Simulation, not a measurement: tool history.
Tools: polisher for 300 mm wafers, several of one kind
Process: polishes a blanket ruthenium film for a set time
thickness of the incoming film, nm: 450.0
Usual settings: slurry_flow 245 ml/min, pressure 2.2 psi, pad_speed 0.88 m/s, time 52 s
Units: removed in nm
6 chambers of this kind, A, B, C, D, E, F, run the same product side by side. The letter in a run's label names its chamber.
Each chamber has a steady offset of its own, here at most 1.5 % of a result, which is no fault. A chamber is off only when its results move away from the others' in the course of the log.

run	day	slurry_flow	pressure	pad_speed	time	removed
1F	0.108	245	2.2	0.88	52	50.587
2C	0.283	245	2.2	0.88	52	49.738
# day 0.371: chamber C: worn pad replaced by a new one
3E	0.400	245	2.2	0.88	52	49.892
4D	0.500	245	2.2	0.88	52	51.605
5B	0.638	245	2.2	0.88	52	52.019
6A	0.808	245	2.2	0.88	52	49.010
# day 0.933: chamber F: slurry nozzle cleaned
7D	1.008	245	2.2	0.88	52	50.607
# day 1.121: chamber B: worn pad replaced by a new one
8C	1.158	245	2.2	0.88	52	49.997
9E	1.350	245	2.2	0.88	52	50.557
10A	1.488	245	2.2	0.88	52	50.251
# day 1.533: chamber E: worn pad replaced by a new one
11F	1.600	245	2.2	0.88	52	51.137
12B	1.771	245	2.2	0.88	52	50.773
# day 1.796: chamber D: worn pad replaced by a new one
13B	1.921	300	2.2	0.88	65	65.208
14D	2.075	300	2.2	0.88	65	66.171
15A	2.254	300	2.2	0.88	65	64.051
16E	2.450	300	2.2	0.88	65	65.103
17C	2.542	300	2.2	0.88	65	63.702
# day 2.704: chamber C: worn pad replaced by a new one
18F	2.717	300	2.2	0.88	65	64.590
19B	2.821	245	2.2	0.88	52	50.403
20D	3.021	245	2.2	0.88	52	51.561
# day 3.054: chamber F: worn pad replaced by a new one
21E	3.133	245	2.2	0.88	52	50.362
# day 3.254: chamber C: head pressure recalibrated
22A	3.258	245	2.2	0.88	52	49.876
23F	3.375	245	2.2	0.88	52	50.843
# day 3.533: chamber E: slurry nozzle cleaned
# day 3.546: chamber A: slurry nozzle cleaned
# day 3.554: chamber B: worn pad replaced by a new one
24C	3.554	245	2.2	0.88	52	57.304
# day 3.642: chamber A: worn pad replaced by a new one
25C	3.688	245	2.2	0.88	52	56.959
26D	3.862	245	2.2	0.88	52	51.851
27E	4.008	245	2.2	0.88	52	49.617
28B	4.146	245	2.2	0.88	52	50.937
29F	4.296	245	2.2	0.88	52	50.426
30A	4.467	245	2.2	0.88	52	50.961
# day 4.492: chamber D: worn pad replaced by a new one
31E	4.604	245	2.4	0.88	52	53.720
32A	4.800	245	2.4	0.88	52	56.248
# day 4.854: chamber E: worn pad replaced by a new one
33B	4.975	245	2.4	0.88	52	56.193
34C	5.158	245	2.4	0.88	52	60.788
# day 5.292: chamber C: worn pad replaced by a new one
35F	5.333	245	2.4	0.88	52	54.623
36D	5.479	245	2.4	0.88	52	56.153
37E	5.638	245	2.2	0.88	52	49.889
38C	5.783	245	2.2	0.88	52	57.014
39F	5.988	245	2.2	0.88	52	51.039
# day 6.012: chamber B: worn pad replaced by a new one
40B	6.167	245	2.2	0.88	52	51.885
41D	6.362	245	2.2	0.88	52	50.707

Is one chamber off against the others, does the gauge drift, or is nothing wrong? If a chamber is off, say which, and what the likeliest cause is.

A service left chamber C off against the others.
Cause: head's pressure above its setpoint, % = 11.7.

Here are 4 candidates for chamber C's next run, each the usual settings with a change, their results left as question marks. Which one brings its results back in line with what the others give on the usual settings?
In line means no further than this from the other chambers' mean on the usual settings: removed 2.500 nm
42C-1	6.512	245	2.0	0.80	52	?
42C-2	6.512	245	2.1	0.86	50	?
42C-3	6.512	245	2.7	0.88	52	?
42C-4	6.512	245	2.4	0.88	52	?

The other chambers' mean on the usual settings: removed 50.742 nm
run	removed
42C-1	46.367
42C-2	50.328
42C-3	68.843
42C-4	61.202
42C-2 brings the chamber back in line.

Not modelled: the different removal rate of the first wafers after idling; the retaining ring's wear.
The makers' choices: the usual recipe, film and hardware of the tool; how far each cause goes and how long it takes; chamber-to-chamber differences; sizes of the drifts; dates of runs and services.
